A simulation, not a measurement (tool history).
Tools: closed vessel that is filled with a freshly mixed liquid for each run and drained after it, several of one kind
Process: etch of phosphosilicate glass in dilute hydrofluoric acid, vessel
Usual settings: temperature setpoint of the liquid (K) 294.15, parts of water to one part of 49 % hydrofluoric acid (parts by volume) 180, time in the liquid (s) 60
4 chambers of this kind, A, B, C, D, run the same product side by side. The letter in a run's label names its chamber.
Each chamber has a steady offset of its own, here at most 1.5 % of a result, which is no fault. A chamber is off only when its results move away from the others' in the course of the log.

run,day,temperature setpoint of the liquid (K),parts of water to one part of 49 % hydrofluoric acid (parts by volume),time in the liquid (s),hours since the thermometer was replaced,hours since the hydrofluoric acid flow meter was replaced,"read-back film thickness of the phosphosilicate glass reference wafer, read on the same gauge (nm)",thickness taken off the phosphosilicate glass on a monitor wafer (Å)
1D,0.250,294.15,180,60,20.9,1146.6,70.008,401.87
2B,0.533,294.15,180,60,482.8,2382.6,69.979,401.99
3C,0.758,294.15,180,60,1704.3,59.8,69.992,399.66
4A,1.150,294.15,180,60,879.0,818.1,69.998,397.91
5A,1.508,294.15,180,60,887.6,826.7,70.006,400.55
6C,1.867,294.15,180,60,1730.9,86.4,70.006,408.88
7D,2.162,294.15,225,40,66.8,1192.5,69.975,206.77
8B,2.400,294.15,225,40,527.6,2427.4,69.982,201.84
9B,2.588,294.15,225,40,532.1,2431.9,69.981,205.92
# day 2.858: chamber B: hydrofluoric acid flow meter replaced
10A,2.967,294.15,225,40,922.6,861.7,69.998,202.51
11D,3.204,294.15,180,60,91.8,1217.5,69.970,394.21
12C,3.500,294.15,180,60,1770.1,125.6,70.018,406.32
13A,3.725,294.15,135,30,940.8,879.9,69.980,281.14
14C,4.071,294.15,135,30,1783.8,139.3,70.006,287.59
15D,4.425,294.15,135,30,121.1,1246.8,69.990,264.83
16B,4.633,294.15,135,30,581.2,42.7,69.980,289.91
17B,5.033,294.15,180,60,590.8,52.3,70.047,405.54
18C,5.338,294.15,180,60,1814.2,169.7,69.989,402.22
19D,5.604,294.15,180,60,149.4,1275.1,70.041,372.90
20A,5.883,294.15,180,60,992.6,931.7,70.018,398.04
21B,6.150,294.15,115,45,617.6,79.1,69.990,518.70
22D,6.525,294.15,115,45,171.5,1297.2,69.992,455.23
23C,6.767,294.15,115,45,1848.5,204.0,70.012,504.17
24A,7.058,294.15,115,45,1020.8,959.9,70.006,501.59
25D,7.350,294.15,180,60,191.3,1317.0,69.964,356.46

Is one chamber off against the others, does the gauge drift, or is nothing wrong? If a chamber is off, say which, and what the likeliest cause is.

Chamber D drifts away from the others.
Cause: hydrofluoric acid flow below the setpoint (%) = 10.3.

Here are 4 candidates for chamber D's next run, each the usual settings with a change, their results left as question marks. Which one brings its results back in line with what the others give on the usual settings?
In line means no further than this from the other chambers' mean on the usual settings: thickness taken off the phosphosilicate glass on a monitor wafer (Å) 13.00
26D-1,7.662,293.65,215,60,,,,?
26D-2,7.662,293.65,200,60,,,,?
26D-3,7.662,294.65,160,65,,,,?
26D-4,7.662,294.15,170,65,,,,?

The other chambers' mean on the usual settings: thickness taken off the phosphosilicate glass on a monitor wafer (Å) 405.32
run,thickness taken off the phosphosilicate glass on a monitor wafer (Å)
26D-1,277.05
26D-2,302.68
26D-3,445.61
26D-4,406.53
26D-4 brings the chamber back in line.
